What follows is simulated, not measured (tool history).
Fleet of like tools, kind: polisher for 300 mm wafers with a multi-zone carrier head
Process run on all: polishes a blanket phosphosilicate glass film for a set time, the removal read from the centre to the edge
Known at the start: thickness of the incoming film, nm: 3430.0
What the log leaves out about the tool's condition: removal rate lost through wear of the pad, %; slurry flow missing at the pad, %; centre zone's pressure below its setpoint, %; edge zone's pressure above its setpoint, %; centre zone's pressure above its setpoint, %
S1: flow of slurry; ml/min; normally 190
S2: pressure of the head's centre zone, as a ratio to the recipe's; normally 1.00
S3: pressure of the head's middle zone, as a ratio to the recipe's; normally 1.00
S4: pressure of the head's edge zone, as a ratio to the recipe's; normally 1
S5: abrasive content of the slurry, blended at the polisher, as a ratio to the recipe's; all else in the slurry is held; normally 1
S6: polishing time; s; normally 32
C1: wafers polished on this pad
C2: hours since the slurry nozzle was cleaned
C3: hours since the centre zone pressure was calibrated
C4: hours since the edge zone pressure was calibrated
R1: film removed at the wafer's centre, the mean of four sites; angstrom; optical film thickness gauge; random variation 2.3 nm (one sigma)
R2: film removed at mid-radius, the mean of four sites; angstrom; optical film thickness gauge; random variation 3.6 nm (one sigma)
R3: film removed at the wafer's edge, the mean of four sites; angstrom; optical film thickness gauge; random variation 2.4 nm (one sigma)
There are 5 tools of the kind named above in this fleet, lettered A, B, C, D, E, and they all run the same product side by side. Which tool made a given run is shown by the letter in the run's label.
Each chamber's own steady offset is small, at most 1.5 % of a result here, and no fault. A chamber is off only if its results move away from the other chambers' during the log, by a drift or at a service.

| run | hour | S1 | S2 | S3 | S4 | S5 | S6 | C1 | C2 | C3 | C4 | R1 | R2 | R3 |
|---|---|---|---|---|---|---|---|---|---|---|---|---|---|---|
| 1A | 5.1 | 190 | 1.00 | 1.00 | 1 | 1 | 32 | 1065 | 131.7 | 453.8 | 567.8 | 2722.2 | 2792.2 | 2736.2 |
| 2B | 10.3 | 190 | 1.00 | 1.00 | 1 | 1 | 32 | 948 | 56.8 | 887.3 | 297.8 | 2735.4 | 2674.6 | 2713.8 |
|  | 12.8 | chamber A: worn pad replaced by a new one |
| 3E | 14.4 | 190 | 1.00 | 1.00 | 1 | 1 | 32 | 176 | 337.0 | 362.5 | 457.7 | 2708.7 | 2692.2 | 2760.1 |
|  | 14.5 | chamber B: worn pad replaced by a new one |
| 4D | 20.7 | 190 | 1.00 | 1.00 | 1 | 1 | 32 | 1091 | 672.7 | 29.1 | 268.1 | 2727.3 | 2717.8 | 2754.5 |
|  | 25.0 | chamber C: worn pad replaced by a new one |
| 5C | 26.8 | 190 | 1.00 | 1.00 | 1 | 1 | 32 | 20 | 334.6 | 1078.4 | 367.0 | 2770.7 | 2661.1 | 2764.7 |
| 6B | 29.9 | 190 | 1.00 | 1.00 | 1 | 1 | 32 | 170 | 76.4 | 906.9 | 317.4 | 2718.1 | 2723.4 | 2685.9 |
|  | 31.2 | chamber D: worn pad replaced by a new one |
| 7A | 35.2 | 190 | 1.00 | 1.00 | 1 | 1 | 32 | 247 | 161.8 | 483.9 | 597.9 | 2678.4 | 2746.0 | 2729.5 |
| 8C | 40.2 | 190 | 1.00 | 1.00 | 1 | 1 | 32 | 168 | 348.0 | 1091.8 | 380.4 | 2733.2 | 2737.4 | 2751.9 |
| 9E | 46.4 | 190 | 1.00 | 1.00 | 1 | 1 | 32 | 529 | 369.0 | 394.5 | 489.7 | 2697.4 | 2704.2 | 2707.3 |
| 10D | 50.8 | 190 | 1.00 | 1.00 | 1 | 1 | 32 | 216 | 702.8 | 59.2 | 298.2 | 2739.3 | 2713.8 | 2781.7 |
| 11C | 55.0 | 190 | 1.00 | 1.00 | 1 | 1 | 32 | 332 | 362.8 | 1106.6 | 395.2 | 2705.3 | 2651.6 | 2716.4 |
| 12D | 57.9 | 190 | 1.00 | 1.00 | 1 | 1 | 32 | 295 | 709.9 | 66.3 | 305.3 | 2695.4 | 2733.2 | 2774.8 |
| 13E | 62.2 | 190 | 1.00 | 1.00 | 1 | 1 | 32 | 704 | 384.8 | 410.3 | 505.5 | 2740.8 | 2665.8 | 2700.6 |
| 14A | 67.1 | 190 | 1.00 | 1.00 | 1 | 1 | 32 | 599 | 193.7 | 515.8 | 629.8 | 2616.4 | 2670.2 | 2723.7 |
| 15B | 71.1 | 190 | 1.00 | 1.00 | 1 | 1 | 32 | 625 | 117.6 | 948.1 | 358.6 | 2749.9 | 2702.1 | 2729.3 |
| 16B | 74.0 | 190 | 1.00 | 1.00 | 1 | 1 | 32 | 657 | 120.5 | 951.0 | 361.5 | 2709.8 | 2633.5 | 2716.9 |
| 17D | 77.4 | 190 | 1.00 | 1.00 | 1 | 1 | 32 | 510 | 729.4 | 85.8 | 324.8 | 2739.5 | 2707.6 | 2730.8 |
|  | 82.5 | chamber E: worn pad replaced by a new one |
| 18C | 82.8 | 190 | 1.00 | 1.00 | 1 | 1 | 32 | 639 | 390.6 | 1134.4 | 423.0 | 2726.2 | 2715.5 | 2747.2 |
| 19A | 86.6 | 190 | 1.00 | 1.00 | 1 | 1 | 32 | 815 | 213.2 | 535.3 | 649.3 | 2563.8 | 2702.4 | 2708.6 |
| 20E | 89.4 | 190 | 1.04 | 1.00 | 1 | 1 | 32 | 77 | 412.0 | 437.5 | 532.7 | 2837.6 | 2702.4 | 2689.3 |
| 21A | 92.3 | 190 | 1.04 | 1.00 | 1 | 1 | 32 | 878 | 218.9 | 541.0 | 655.0 | 2723.1 | 2717.9 | 2728.6 |
| 22B | 96.9 | 190 | 1.04 | 1.00 | 1 | 1 | 32 | 910 | 143.4 | 973.9 | 384.4 | 2806.4 | 2708.6 | 2677.5 |
| 23C | 101.6 | 190 | 1.04 | 1.00 | 1 | 1 | 32 | 846 | 409.4 | 1153.2 | 441.8 | 2864.3 | 2702.1 | 2715.4 |
| 24E | 104.6 | 190 | 1.04 | 1.00 | 1 | 1 | 32 | 244 | 427.2 | 452.7 | 547.9 | 2871.4 | 2755.7 | 2713.4 |
| 25D | 108.0 | 190 | 1.00 | 1.00 | 1 | 1 | 32 | 848 | 760.0 | 116.4 | 355.4 | 2710.7 | 2760.1 | 2709.1 |
| 26C | 114.4 | 190 | 1.00 | 1.00 | 1 | 1 | 32 | 988 | 422.2 | 1166.0 | 454.6 | 2721.8 | 2730.8 | 2722.0 |
| 27D | 118.5 | 190 | 1.00 | 1.00 | 1 | 1 | 32 | 964 | 770.5 | 126.9 | 365.9 | 2707.4 | 2729.6 | 2668.7 |
|  | 120.6 | chamber B: worn pad replaced by a new one |
| 28A | 122.7 | 190 | 1.00 | 1.00 | 1 | 1 | 32 | 1213 | 249.3 | 571.4 | 685.4 | 2525.1 | 2726.2 | 2680.4 |
| 29B | 126.6 | 190 | 1.00 | 1.00 | 1 | 1 | 32 | 66 | 173.1 | 1003.6 | 414.1 | 2677.9 | 2706.9 | 2663.2 |
|  | 128.0 | chamber A: worn pad replaced by a new one |
| 30E | 131.1 | 190 | 1.00 | 1.00 | 1 | 1 | 32 | 537 | 453.7 | 479.2 | 574.4 | 2727.2 | 2710.2 | 2710.1 |
|  | 136.0 | chamber A: slurry nozzle cleaned |
|  | 136.7 | chamber E: edge zone pressure recalibrated |
| 31A | 137.7 | 190 | 1.00 | 1.00 | 1 | 1 | 32 | 107 | 1.8 | 586.4 | 700.4 | 2513.2 | 2774.3 | 2738.7 |
| 32C | 141.1 | 190 | 1.00 | 1.00 | 1 | 1 | 32 | 1283 | 448.9 | 1192.7 | 481.3 | 2719.0 | 2722.1 | 2722.0 |
|  | 141.9 | chamber E: centre zone pressure recalibrated |
| 33D | 147.6 | 190 | 1.00 | 1.00 | 1 | 1 | 32 | 1285 | 799.6 | 156.0 | 395.0 | 2720.2 | 2756.8 | 2722.7 |
|  | 148.0 | chamber C: worn pad replaced by a new one |
| 34B | 154.0 | 190 | 1.00 | 1.00 | 1 | 1 | 32 | 369 | 200.5 | 1031.0 | 441.5 | 2704.3 | 2689.5 | 2691.5 |
| 35E | 159.5 | 145 | 1.00 | 0.95 | 1 | 1 | 32 | 851 | 482.1 | 17.6 | 22.8 | 2568.3 | 2473.2 | 2607.0 |
|  | 165.5 | chamber D: worn pad replaced by a new one |
| 36D | 165.6 | 145 | 1.00 | 0.95 | 1 | 1 | 32 | 1 | 817.6 | 174.0 | 413.0 | 2577.9 | 2440.0 | 2627.9 |
|  | 165.9 | chamber E: worn pad replaced by a new one |
| 37E | 170.4 | 145 | 1.00 | 0.95 | 1 | 1 | 32 | 50 | 493.0 | 28.5 | 33.7 | 2592.7 | 2518.7 | 2647.5 |
| 38C | 176.2 | 145 | 1.00 | 0.95 | 1 | 1 | 32 | 311 | 484.0 | 1227.8 | 516.4 | 2583.2 | 2546.7 | 2685.6 |
| 39B | 180.2 | 145 | 1.00 | 0.95 | 1 | 1 | 32 | 658 | 226.7 | 1057.2 | 467.7 | 2558.0 | 2433.9 | 2617.7 |
| 40A | 184.6 | 190 | 1.00 | 1.00 | 1 | 1 | 32 | 625 | 48.7 | 633.3 | 747.3 | 2431.4 | 2683.5 | 2733.0 |
| 41E | 189.1 | 190 | 1.00 | 1.00 | 1 | 1 | 32 | 257 | 511.7 | 47.2 | 52.4 | 2735.2 | 2686.5 | 2721.1 |

The same settings go to every chamber for the next run, one line per chamber below. Forecast the results for each:
| 42A | 193.7 | 190 | 1.00 | 1.00 | 1 | 1 | 32 |  |  |  |  | ? | ? | ? |
| 42B | 193.7 | 190 | 1.00 | 1.00 | 1 | 1 | 32 |  |  |  |  | ? | ? | ? |
| 42C | 193.7 | 190 | 1.00 | 1.00 | 1 | 1 | 32 |  |  |  |  | ? | ? | ? |
| 42D | 193.7 | 190 | 1.00 | 1.00 | 1 | 1 | 32 |  |  |  |  | ? | ? | ? |
| 42E | 193.7 | 190 | 1.00 | 1.00 | 1 | 1 | 32 |  |  |  |  | ? | ? | ? |

| run | R1 | R2 | R3 |
|---|---|---|---|
| 42A | 2417.9 | 2624.6 | 2748.4 |
| 42B | 2705.0 | 2722.1 | 2703.2 |
| 42C | 2740.9 | 2697.8 | 2712.2 |
| 42D | 2685.7 | 2792.6 | 2751.0 |
| 42E | 2709.5 | 2672.9 | 2714.9 |

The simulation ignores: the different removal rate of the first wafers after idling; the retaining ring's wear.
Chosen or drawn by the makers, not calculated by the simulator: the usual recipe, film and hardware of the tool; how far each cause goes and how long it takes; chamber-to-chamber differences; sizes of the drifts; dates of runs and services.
